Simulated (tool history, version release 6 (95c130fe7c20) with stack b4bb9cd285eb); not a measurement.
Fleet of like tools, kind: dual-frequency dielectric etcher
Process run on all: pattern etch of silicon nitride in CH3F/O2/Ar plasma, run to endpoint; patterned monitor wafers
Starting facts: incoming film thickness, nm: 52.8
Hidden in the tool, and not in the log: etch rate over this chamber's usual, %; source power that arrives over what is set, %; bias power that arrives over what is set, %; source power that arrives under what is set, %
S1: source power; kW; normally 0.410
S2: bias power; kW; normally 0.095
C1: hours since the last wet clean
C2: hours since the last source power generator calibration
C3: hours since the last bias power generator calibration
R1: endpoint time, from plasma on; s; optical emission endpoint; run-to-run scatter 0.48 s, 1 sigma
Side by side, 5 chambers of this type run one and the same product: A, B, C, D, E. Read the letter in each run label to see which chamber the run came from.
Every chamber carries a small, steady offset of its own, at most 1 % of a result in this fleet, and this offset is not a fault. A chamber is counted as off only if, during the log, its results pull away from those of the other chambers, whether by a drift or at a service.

run,hour,S1,S2,C1,C2,C3,R1
1B,13.3,0.410,0.095,403.5,4047.1,1630.7,67.710
2E,22.9,0.410,0.095,284.7,254.8,150.1,68.251
3C,29.6,0.410,0.095,86.9,1653.7,1406.0,68.544
4D,37.7,0.410,0.095,90.6,2944.6,594.5,67.917
5A,49.4,0.410,0.095,449.0,807.1,4240.1,67.823
6C,55.6,0.410,0.095,112.9,1679.7,1432.0,68.713
# hour 58.5: chamber B: source power generator calibrated
7E,63.4,0.410,0.095,325.2,295.3,190.6,68.086
8D,75.6,0.410,0.095,128.5,2982.5,632.4,68.371
9A,89.0,0.340,0.117,488.6,846.7,4279.7,67.986
10B,100.2,0.340,0.117,490.4,41.7,1717.6,66.865
11E,110.5,0.340,0.117,372.3,342.4,237.7,67.718
12B,116.6,0.340,0.117,506.8,58.1,1734.0,67.806
13A,127.0,0.340,0.117,526.6,884.7,4317.7,68.447
# hour 134.5: chamber A: wet clean of the chamber
14C,136.4,0.410,0.095,193.7,1760.5,1512.8,69.614
15D,143.8,0.410,0.108,196.7,3050.7,700.6,65.343
16B,150.4,0.410,0.108,540.6,91.9,1767.8,65.386
# hour 156.8: chamber E: wet clean of the chamber
17A,162.7,0.410,0.108,28.2,920.4,4353.4,65.095
18C,170.5,0.410,0.108,227.8,1794.6,1546.9,65.819
19E,182.9,0.410,0.108,26.1,414.8,310.1,64.707
20D,196.4,0.410,0.095,249.3,3103.3,753.2,67.493
21B,204.2,0.320,0.085,594.4,145.7,1821.6,78.063
22C,212.8,0.320,0.085,270.1,1836.9,1589.2,78.694
23D,223.9,0.320,0.085,276.8,3130.8,780.7,77.620
24E,233.2,0.320,0.085,76.4,465.1,360.4,78.315
25A,242.5,0.320,0.085,108.0,1000.2,4433.2,79.860
26C,252.5,0.410,0.095,309.8,1876.6,1628.9,69.257
27E,262.6,0.410,0.095,105.8,494.5,389.8,68.213
# hour 275.7: chamber B: wet clean of the chamber
28B,276.5,0.410,0.095,0.9,218.0,1893.9,68.833
29D,287.9,0.410,0.095,340.8,3194.8,844.7,67.841
30A,296.4,0.410,0.115,161.9,1054.1,4487.1,63.957
# hour 296.7: chamber D: source power generator calibrated
31D,304.1,0.410,0.115,357.0,7.5,860.9,64.384
32B,312.9,0.410,0.115,37.3,254.4,1930.3,63.240
33A,323.6,0.410,0.115,189.1,1081.3,4514.3,63.778
34E,331.6,0.410,0.115,174.8,563.5,458.8,63.344
35C,343.8,0.410,0.095,401.1,1967.9,1720.2,68.742
36C,352.4,0.410,0.095,409.7,1976.5,1728.8,69.131
37B,361.7,0.410,0.095,86.1,303.2,1979.1,68.063
38E,372.2,0.410,0.095,215.4,604.1,499.4,68.355

All 5 chambers run these settings next. Forecast each chamber's results:
39A,382.2,0.410,0.084,,,,?
39B,382.2,0.410,0.084,,,,?
39C,382.2,0.410,0.084,,,,?
39D,382.2,0.410,0.084,,,,?
39E,382.2,0.410,0.084,,,,?

run,R1
39A,71.975
39B,71.519
39C,71.807
39D,71.227
39E,72.246
